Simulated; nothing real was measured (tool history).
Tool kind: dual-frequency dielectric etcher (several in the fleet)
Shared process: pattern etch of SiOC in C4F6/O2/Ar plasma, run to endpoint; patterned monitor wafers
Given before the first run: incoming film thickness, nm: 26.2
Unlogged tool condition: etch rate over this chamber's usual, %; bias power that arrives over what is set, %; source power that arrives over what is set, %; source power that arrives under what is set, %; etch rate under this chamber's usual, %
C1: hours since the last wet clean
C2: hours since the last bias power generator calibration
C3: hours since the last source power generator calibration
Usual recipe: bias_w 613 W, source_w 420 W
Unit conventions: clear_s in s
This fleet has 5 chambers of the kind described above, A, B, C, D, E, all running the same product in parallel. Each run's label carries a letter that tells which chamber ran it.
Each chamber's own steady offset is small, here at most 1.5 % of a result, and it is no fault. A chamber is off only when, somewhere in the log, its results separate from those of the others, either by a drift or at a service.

run 1E hour=12.7 | bias_w=613 source_w=420 | C1=192.1 C2=1186.6 C3=2305.8 | clear_s=8.017
run 2B hour=21.1 | bias_w=613 source_w=420 | C1=309.9 C2=1209.2 C3=577.3 | clear_s=7.9518
run 3D hour=29.5 | bias_w=613 source_w=420 | C1=147.6 C2=792.4 C3=1566.9 | clear_s=7.9855
run 4C hour=42 | bias_w=613 source_w=420 | C1=166.3 C2=1095.2 C3=1757.1 | clear_s=7.9922
run 5A hour=48.9 | bias_w=613 source_w=420 | C1=277.1 C2=3028.2 C3=3470.7 | clear_s=8.1134
run 6A hour=59.6 | bias_w=613 source_w=420 | C1=287.8 C2=3038.9 C3=3481.4 | clear_s=8.0828
run 7C hour=69.4 | bias_w=503 source_w=330 | C1=193.7 C2=1122.6 C3=1784.5 | clear_s=9.3576
run 8D hour=77.7 | bias_w=503 source_w=330 | C1=195.8 C2=840.6 C3=1615.1 | clear_s=9.44
run 9B hour=86.1 | bias_w=503 source_w=330 | C1=374.9 C2=1274.2 C3=642.3 | clear_s=9.4429
run 10E hour=96.9 | bias_w=503 source_w=330 | C1=276.3 C2=1270.8 C3=2390 | clear_s=9.4767
run 11B hour=104.6 | bias_w=503 source_w=330 | C1=393.4 C2=1292.7 C3=660.8 | clear_s=9.3963
run 12A hour=115.8 | bias_w=613 source_w=420 | C1=344 C2=3095.1 C3=3537.6 | clear_s=8.1283
run 13E hour=124.3 | bias_w=613 source_w=420 | C1=303.7 C2=1298.2 C3=2417.4 | clear_s=8.0655
run 14D hour=132.1 | bias_w=613 source_w=490 | C1=250.2 C2=895 C3=1669.5 | clear_s=7.6002
run 15C hour=143.6 | bias_w=613 source_w=490 | C1=267.9 C2=1196.8 C3=1858.7 | clear_s=7.5149
run 16B hour=150.3 | bias_w=613 source_w=490 | C1=439.1 C2=1338.4 C3=706.5 | clear_s=7.5633
-- hour=158 chamber A: source power generator calibrated
run 17A hour=158.4 | bias_w=613 source_w=490 | C1=386.6 C2=3137.7 C3=0.4 | clear_s=7.656
run 18E hour=164.3 | bias_w=613 source_w=490 | C1=343.7 C2=1338.2 C3=2457.4 | clear_s=7.6896
run 19D hour=171.3 | bias_w=613 source_w=420 | C1=289.4 C2=934.2 C3=1708.7 | clear_s=7.9911
run 20C hour=183 | bias_w=613 source_w=420 | C1=307.3 C2=1236.2 C3=1898.1 | clear_s=8.0033
run 21B hour=192.3 | bias_w=613 source_w=420 | C1=481.1 C2=1380.4 C3=748.5 | clear_s=8.0979
run 22A hour=200.4 | bias_w=566 source_w=420 | C1=428.6 C2=3179.7 C3=42.4 | clear_s=8.3507
-- hour=208.9 chamber E: source power generator calibrated
run 23D hour=209.4 | bias_w=566 source_w=420 | C1=327.5 C2=972.3 C3=1746.8 | clear_s=8.2587
run 24C hour=220.4 | bias_w=566 source_w=420 | C1=344.7 C2=1273.6 C3=1935.5 | clear_s=8.2328
-- hour=222 chamber A: wet clean of the chamber
run 25E hour=229.4 | bias_w=566 source_w=420 | C1=408.8 C2=1403.3 C3=20.5 | clear_s=8.3801
run 26D hour=241.2 | bias_w=566 source_w=420 | C1=359.3 C2=1004.1 C3=1778.6 | clear_s=8.2223
run 27B hour=246.9 | bias_w=613 source_w=420 | C1=535.7 C2=1435 C3=803.1 | clear_s=8.0705
run 28C hour=256.8 | bias_w=613 source_w=420 | C1=381.1 C2=1310 C3=1971.9 | clear_s=7.9846
run 29A hour=264 | bias_w=613 source_w=420 | C1=42.1 C2=3243.3 C3=106 | clear_s=8.0504
-- hour=272.2 chamber B: wet clean of the chamber
run 30E hour=274.5 | bias_w=613 source_w=420 | C1=453.9 C2=1448.4 C3=65.6 | clear_s=8.216
-- hour=277.1 chamber D: wet clean of the chamber
run 31C hour=286.1 | bias_w=613 source_w=420 | C1=410.4 C2=1339.3 C3=2001.2 | clear_s=7.9726
run 32B hour=293.3 | bias_w=694 source_w=350 | C1=21.2 C2=1481.4 C3=849.5 | clear_s=8.1723
run 33A hour=300.9 | bias_w=694 source_w=350 | C1=79 C2=3280.2 C3=142.9 | clear_s=8.2405
run 34D hour=312.2 | bias_w=694 source_w=350 | C1=35.1 C2=1075.1 C3=1849.6 | clear_s=8.1552
run 35E hour=323.6 | bias_w=694 source_w=350 | C1=503 C2=1497.5 C3=114.7 | clear_s=8.4387
run 36B hour=329.5 | bias_w=694 source_w=350 | C1=57.4 C2=1517.6 C3=885.7 | clear_s=8.1515
run 37E hour=338 | bias_w=557 source_w=420 | C1=517.4 C2=1511.9 C3=129.1 | clear_s=8.6295
run 38D hour=348.7 | bias_w=557 source_w=420 | C1=71.6 C2=1111.6 C3=1886.1 | clear_s=8.3455
run 39A hour=358.8 | bias_w=557 source_w=420 | C1=136.9 C2=3338.1 C3=200.8 | clear_s=8.399
run 40C hour=369.9 | bias_w=557 source_w=420 | C1=494.2 C2=1423.1 C3=2085 | clear_s=8.304
run 41D hour=381.3 | bias_w=557 source_w=420 | C1=104.2 C2=1144.2 C3=1918.7 | clear_s=8.2984

Next, all 5 chambers run the settings below, one line each with question marks for the results. What does each chamber give?
run 42A hour=390.5 | bias_w=613 source_w=420 | clear_s=?
run 42B hour=390.5 | bias_w=613 source_w=420 | clear_s=?
run 42C hour=390.5 | bias_w=613 source_w=420 | clear_s=?
run 42D hour=390.5 | bias_w=613 source_w=420 | clear_s=?
run 42E hour=390.5 | bias_w=613 source_w=420 | clear_s=?

run=42A clear_s=8.0878
run=42B clear_s=8.0326
run=42C clear_s=7.9514
run=42D clear_s=8.0423
run=42E clear_s=8.3706
